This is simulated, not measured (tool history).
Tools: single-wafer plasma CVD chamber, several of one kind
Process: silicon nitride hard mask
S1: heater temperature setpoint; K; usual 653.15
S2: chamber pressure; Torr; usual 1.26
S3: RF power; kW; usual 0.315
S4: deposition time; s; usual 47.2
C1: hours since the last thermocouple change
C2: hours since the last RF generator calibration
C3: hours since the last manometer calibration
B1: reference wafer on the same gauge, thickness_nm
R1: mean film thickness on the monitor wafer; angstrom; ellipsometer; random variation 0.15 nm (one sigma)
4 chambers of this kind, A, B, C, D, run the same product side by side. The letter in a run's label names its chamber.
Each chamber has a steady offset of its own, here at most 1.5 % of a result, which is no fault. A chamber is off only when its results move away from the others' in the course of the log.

run	hour	S1	S2	S3	S4	C1	C2	C3	B1	R1
1C	5.4	653.15	1.26	0.315	47.2	560.3	635.5	562.4	44.098	522.07
2A	10.5	653.15	1.26	0.315	47.2	1841.7	2035.8	1093.1	44.095	518.98
3D	15.3	653.15	1.26	0.315	47.2	1516.5	138.6	47.1	44.085	521.82
4B	22.3	653.15	1.26	0.315	47.2	580.5	1037.2	1108.0	44.103	533.39
5D	28.8	653.15	1.26	0.315	47.2	1530.0	152.1	60.6	44.097	523.76
6A	36.8	653.15	1.26	0.315	47.2	1868.0	2062.1	1119.4	44.083	519.63
7B	42.0	653.15	1.02	0.315	42.8	600.2	1056.9	1127.7	44.118	450.46
8C	47.2	653.15	1.02	0.315	42.8	602.1	677.3	604.2	44.106	443.59
9D	56.2	653.15	1.02	0.315	42.8	1557.4	179.5	88.0	44.107	441.86
10C	65.5	653.15	1.02	0.315	42.8	620.4	695.6	622.5	44.084	440.89
11B	70.6	653.15	1.26	0.315	47.2	628.8	1085.5	1156.3	44.116	535.25
# hour 75.7: chamber B: RF generator calibrated
12A	80.6	653.15	1.04	0.260	47.2	1911.8	2105.9	1163.2	44.129	429.91
13D	88.6	653.15	1.04	0.260	47.2	1589.8	211.9	120.4	44.079	431.43
14B	96.9	653.15	1.04	0.260	47.2	655.1	21.3	1182.6	44.073	444.60
15C	106.3	653.15	1.04	0.260	47.2	661.2	736.4	663.3	44.102	430.84
16A	116.2	653.15	1.26	0.315	47.2	1947.4	2141.5	1198.8	44.094	519.68
17C	123.7	653.15	1.26	0.315	47.2	678.6	753.8	680.7	44.093	520.48
18D	128.5	653.15	1.26	0.315	47.2	1629.7	251.8	160.3	44.072	522.91
19A	138.0	653.15	1.26	0.315	47.2	1969.2	2163.3	1220.6	44.130	520.23
20B	147.4	653.15	1.26	0.315	47.2	705.6	71.8	1233.1	44.093	533.50
21C	152.9	653.15	1.26	0.315	47.2	707.8	783.0	709.9	44.111	520.31
22B	160.6	665.15	1.26	0.315	47.2	718.8	85.0	1246.3	44.131	530.86
23D	165.8	665.15	1.26	0.315	47.2	1667.0	289.1	197.6	44.107	522.79
24A	171.3	665.15	1.26	0.315	47.2	2002.5	2196.6	1253.9	44.128	517.37
25D	180.9	665.15	1.26	0.315	47.2	1682.1	304.2	212.7	44.114	520.05
26C	191.0	653.15	1.26	0.315	47.2	745.9	821.1	748.0	44.107	522.57
27B	196.0	653.15	1.26	0.315	47.2	754.2	120.4	1281.7	44.114	534.14
28A	203.3	653.15	1.26	0.315	47.2	2034.5	2228.6	1285.9	44.117	520.18
29C	213.1	653.15	1.26	0.315	47.2	768.0	843.2	770.1	44.117	520.79
30A	222.1	653.15	1.26	0.315	47.2	2053.3	2247.4	1304.7	44.106	520.18
31B	229.8	653.15	1.26	0.315	47.2	788.0	154.2	1315.5	44.074	531.48
32D	237.7	653.15	1.06	0.315	47.2	1738.9	361.0	269.5	44.119	496.39
33A	246.5	653.15	1.06	0.315	47.2	2077.7	2271.8	1329.1	44.078	491.65
34C	255.7	653.15	1.06	0.315	47.2	810.6	885.8	812.7	44.101	492.27
35D	265.5	653.15	1.06	0.315	47.2	1766.7	388.8	297.3	44.111	496.98
36B	270.3	653.15	1.26	0.315	47.2	828.5	194.7	1356.0	44.084	534.91
37D	278.1	644.15	1.07	0.315	47.2	1779.3	401.4	309.9	44.120	497.05
38C	284.4	644.15	1.07	0.315	47.2	839.3	914.5	841.4	44.082	494.76

What goes on in this fleet: one chamber off, a drifting gauge, or nothing beyond the chambers' own small offsets? Name the chamber and the cause, if any.

No chamber stands off beyond its own small offset, and the gauge holds steady.
